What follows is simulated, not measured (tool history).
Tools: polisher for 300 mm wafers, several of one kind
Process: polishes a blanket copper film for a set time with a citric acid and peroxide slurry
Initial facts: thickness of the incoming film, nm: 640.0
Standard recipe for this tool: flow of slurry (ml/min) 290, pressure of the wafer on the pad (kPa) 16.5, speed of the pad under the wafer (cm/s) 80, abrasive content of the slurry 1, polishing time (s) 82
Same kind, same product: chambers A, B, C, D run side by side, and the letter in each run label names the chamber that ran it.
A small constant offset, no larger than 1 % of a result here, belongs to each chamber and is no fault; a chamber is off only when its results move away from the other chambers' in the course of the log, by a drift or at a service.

run   hour  flow of slurry (ml/min)  pressure of the wafer on the pad (kPa)  speed of the pad under the wafer (cm/s)  abrasive content of the slurry  polishing time (s)  wafers polished on this pad  hours since the slurry nozzle was cleaned  hours since the head pressure was calibrated  hours since the slurry blender was calibrated  film removed (angstrom)
 1A   10.2                      290                                    16.5                                       80                               1                  82                          411                                      355.7                                         111.4                                          160.3                   1098.4
 2B   15.7                      290                                    16.5                                       80                               1                  82                          169                                         44                                           809                                          125.9                   1084.5
 3D   24.7                      290                                    16.5                                       80                               1                  82                          465                                      215.2                                        1244.3                                          111.6                   1118.6
      33.7  -- chamber A: worn pad replaced by a new one
 4C   33.7                      290                                    16.5                                       80                               1                  82                          455                                      184.1                                         597.5                                           43.5                   1082.3
 5D   43.6                      290                                      20                                       80                               1                  98                          653                                      234.1                                        1263.2                                          130.5                   1587.6
 6C   48.1                      290                                      20                                       80                               1                  98                          598                                      198.5                                         611.9                                           57.9                   1569.8
      49.7  -- chamber C: worn pad replaced by a new one
      50.7  -- chamber B: worn pad replaced by a new one
      56.8  -- chamber D: worn pad replaced by a new one
 7A   57.2                      290                                      20                                       80                               1                  98                          235                                      402.7                                         158.4                                          207.3                   1581.1
 8B   63.4                      290                                      20                                       80                               1                  98                          127                                       91.7                                         856.7                                          173.6                   1565.3
 9B   69.9                      290                                    16.5                                       80                               1                  82                          191                                       98.2                                         863.2                                          180.1                   1072.2
10C     75                      290                                    16.5                                       80                               1                  82                          252                                      225.4                                         638.8                                           84.8                   1108.2
      81.2  -- chamber C: slurry blender recalibrated
11A     84                      290                                    16.5                                       80                               1                  82                          501                                      429.5                                         185.2                                          234.1                   1072.4
      88.8  -- chamber A: worn pad replaced by a new one
12D   92.5                      290                                    16.5                                       80                               1                  82                          356                                        283                                        1312.1                                          179.4                   1112.7
      96.5  -- chamber A: slurry nozzle cleaned
13A     97                      290                                    16.5                                       80                               1                  82                           82                                        0.6                                         198.2                                          247.1                   1116.4
     102.7  -- chamber B: worn pad replaced by a new one
     104.2  -- chamber A: slurry blender recalibrated
14B  106.5                      290                                    16.5                                       80                               1                  82                           38                                      134.8                                         899.8                                          216.7                   1119.7
15D  116.1                      290                                    16.5                                       80                               1                  82                          591                                      306.6                                        1335.7                                            203                   1116.8
     120.7  -- chamber C: worn pad replaced by a new one
16C  122.2                      290                                    16.5                                       80                               1                  82                           15                                      272.6                                           686                                           41.1                   1116.4
     124.2  -- chamber D: worn pad replaced by a new one
17D  131.3                      290                                    16.5                                       80                               1                  82                           71                                      321.8                                        1350.9                                          218.2                   1091.9
     141.1  -- chamber A: worn pad replaced by a new one
18A  141.3                      290                                    16.5                                       80                               1                  82                            2                                       44.9                                         242.5                                           37.2                   1096.7
     148.6  -- chamber B: worn pad replaced by a new one
19B  148.6                      290                                    16.5                                       80                               1                  82                            0                                      176.9                                         941.9                                          258.8                   1107.9
20C  155.1                      290                                    16.5                                       80                               1                  82                          343                                      305.5                                         718.9                                             74                     1090
21A  164.8                      290                                    16.5                                       80                               1                  82                          236                                       68.4                                           266                                           60.7                   1076.4
22D  171.8                      290                                    11.7                                       80                             1.2                  82                          474                                      362.3                                        1391.4                                          258.7                   834.83
23C    177                      290                                    11.7                                       80                             1.2                  82                          561                                      327.4                                         740.8                                           95.9                   822.81
     180.2  -- chamber C: worn pad replaced by a new one
24B  182.3                      290                                    11.7                                       80                             1.2                  82                          336                                      210.6                                         975.6                                          292.5                   841.48
     183.9  -- chamber C: slurry blender recalibrated
25B  189.2                      290                                    11.7                                       80                             1.2                  82                          405                                      217.5                                         982.5                                          299.4                   846.93
     189.5  -- chamber D: head pressure recalibrated
26C  195.7                      385                                    16.5                                       56                               1                  82                          155                                      346.1                                         759.5                                           11.8                   790.35
27D  201.2                      385                                    16.5                                       56                               1                  82                          767                                      391.7                                          11.8                                          288.1                   812.97
     201.9  -- chamber B: worn pad replaced by a new one
28A  206.3                      385                                    16.5                                       56                               1                  82                          650                                      109.9                                         307.5                                          102.2                   811.08
     208.1  -- chamber A: worn pad replaced by a new one
     209.5  -- chamber D: worn pad replaced by a new one
29C  211.2                      385                                    16.5                                       56                               1                  82                          309                                      361.6                                           775                                           27.3                   795.52
     215.9  -- chamber D: slurry nozzle cleaned
30B  216.8                      245                                    16.5                                       80                            1.15                  82                          148                                      245.1                                        1010.1                                            327                   1155.9
31A  221.5                      245                                    16.5                                       80                            1.15                  82                          133                                      125.1                                         322.7                                          117.4                   1112.1
32D  229.7                      245                                    16.5                                       80                            1.15                  82                          201                                       13.8                                          40.3                                          316.6                   1125.7
33B  236.8                      245                                    16.5                                       80                            1.15                  82                          347                                      265.1                                        1030.1                                            347                   1169.6
34D  246.3                      290                                    16.5                                       80                               1                  82                          367                                       30.4                                          56.9                                          333.2                   1122.7

Read the log: is a single chamber off, either drifting away or since a service, is the gauge that measures every chamber drifting, or is nothing wrong beyond small per-chamber offsets? Name any odd chamber and what most likely caused it.

One chamber, B, drifts off from the rest bit by bit.
What lies behind it: head's pressure above its setpoint, % = 8.26.

Which of the 4 candidates below, each the usual settings with something changed and its results left as question marks, puts chamber B back in line with what the other chambers give on the usual settings?
Allowed miss from the other chambers' usual-settings mean, per result, to count as in line: film removed (angstrom) 46
35B-1  253.6                      290                                    16.5                                       74                               1                  82                                                                                                                                                                                             ?
35B-2  253.6                      290                                    16.5                                       86                               1                  82                                                                                                                                                                                             ?
35B-3  253.6                      290                                    16.5                                       80                               1                  95                                                                                                                                                                                             ?
35B-4  253.6                      285                                    16.5                                       68                               1                  82                                                                                                                                                                                             ?

Usual-settings mean across the other chambers: film removed (angstrom) 1096.4
  run  film removed (angstrom)
35B-1                   1086.5
35B-2                   1257.4
35B-3                   1357.8
35B-4                   999.41
Change 35B-1 lands the chamber within the allowed miss of the other chambers.
